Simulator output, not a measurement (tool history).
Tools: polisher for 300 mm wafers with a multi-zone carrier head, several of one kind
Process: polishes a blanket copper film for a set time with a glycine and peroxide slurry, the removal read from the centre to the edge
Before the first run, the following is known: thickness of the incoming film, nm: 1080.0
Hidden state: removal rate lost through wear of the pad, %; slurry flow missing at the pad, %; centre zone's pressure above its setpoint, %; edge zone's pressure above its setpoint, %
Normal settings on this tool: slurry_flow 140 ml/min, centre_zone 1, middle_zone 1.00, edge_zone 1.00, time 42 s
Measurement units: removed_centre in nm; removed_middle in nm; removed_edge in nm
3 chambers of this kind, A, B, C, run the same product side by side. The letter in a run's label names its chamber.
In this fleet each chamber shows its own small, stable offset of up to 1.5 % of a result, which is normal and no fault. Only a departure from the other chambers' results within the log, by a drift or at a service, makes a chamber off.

run,hour,slurry_flow,centre_zone,middle_zone,edge_zone,time,wafers polished on this pad,hours since the slurry nozzle was cleaned,hours since the centre zone pressure was calibrated,hours since the edge zone pressure was calibrated,removed_centre,removed_middle,removed_edge
1A,7.4,140,1,1.00,1.00,42,230,380.3,350.9,286.6,209.00,207.02,206.63
2B,11.5,140,1,1.00,1.00,42,734,91.9,1161.2,517.1,211.73,210.70,215.31
3C,19.8,140,1,1.00,1.00,42,637,300.1,484.3,840.3,210.46,213.45,209.28
4B,28.2,140,1,1.00,1.00,42,896,108.6,1177.9,533.8,211.87,210.53,211.29
5C,34.3,140,1,1.00,1.00,42,778,314.6,498.8,854.8,205.09,209.94,206.39
6A,38.9,140,1,1.00,1.00,42,536,411.8,382.4,318.1,210.60,211.15,208.76
7A,43.0,140,1,1.00,1.00,42,576,415.9,386.5,322.2,210.29,208.22,207.08
8C,47.8,140,1,1.05,1.00,42,909,328.1,512.3,868.3,203.70,222.84,209.20
9B,53.5,140,1,1.05,1.00,42,1142,133.9,1203.2,559.1,211.26,219.57,209.23
10C,59.1,140,1,1.05,1.00,42,1018,339.4,523.6,879.6,202.96,214.86,203.91
# hour 64.8: chamber B: worn pad replaced by a new one
11A,65.9,140,1,1.00,1.00,42,798,438.8,409.4,345.1,210.48,208.22,210.63
12B,69.9,140,1,1.00,1.00,42,49,150.3,1219.6,575.5,210.42,215.11,211.73
13B,74.5,140,1,1.00,1.00,42,94,154.9,1224.2,580.1,212.89,211.40,210.14
14A,81.7,140,1,1.00,1.00,42,951,454.6,425.2,360.9,208.98,211.87,209.07
15C,87.4,140,1,1.00,1.00,42,1293,367.7,551.9,907.9,198.35,201.27,202.50
16B,94.0,140,1,1.00,1.00,42,283,174.4,1243.7,599.6,212.24,214.21,209.87
17C,99.0,140,1,1.00,1.12,42,1405,379.3,563.5,919.5,198.36,198.63,217.58
18A,105.8,140,1,1.00,1.12,42,1185,478.7,449.3,385.0,209.87,206.96,224.65
19A,110.1,140,1,1.00,1.12,42,1227,483.0,453.6,389.3,216.08,212.50,221.99
20B,116.3,140,1,1.00,1.00,42,500,196.7,1266.0,621.9,206.69,210.69,210.23
21C,122.7,140,1,1.00,1.00,42,1635,403.0,587.2,943.2,196.23,197.21,193.54

Read the log: is a single chamber off, either drifting away or since a service, is the gauge that measures every chamber drifting, or is nothing wrong beyond small per-chamber offsets? Name any odd chamber and what most likely caused it.

It is chamber C that slowly wanders off from its peers.
Likeliest cause: removal rate lost through wear of the pad, % = 7.04.
With only this log, it may be confused with: slurry flow missing at the pad, %.

Below are 4 candidate recipes for chamber C's next run, each the usual settings with a change, their results shown as question marks. Which of them brings C's results back in line with what the other chambers give on the usual settings?
In line here means within this much of the mean the other chambers give on the usual settings: removed_centre 8.00 nm; removed_middle 8.30 nm; removed_edge 8.50 nm
22C-1,129.0,145,1.03,1.00,0.99,47,,,,,?,?,?
22C-2,129.0,145,1.02,1.00,1.00,44,,,,,?,?,?
22C-3,129.0,135,0.97,1.00,1.01,38,,,,,?,?,?
22C-4,129.0,135,0.98,1.00,1.00,40,,,,,?,?,?

Average result of the remaining chambers running the usual settings: removed_centre 210.76 nm; removed_middle 209.33 nm; removed_edge 208.96 nm
run,removed_centre,removed_middle,removed_edge
22C-1,227.16,221.63,217.81
22C-2,210.44,207.49,205.00
22C-3,169.32,176.64,176.14
22C-4,180.22,185.93,184.43
With 22C-2, the chamber falls back in line with the rest.
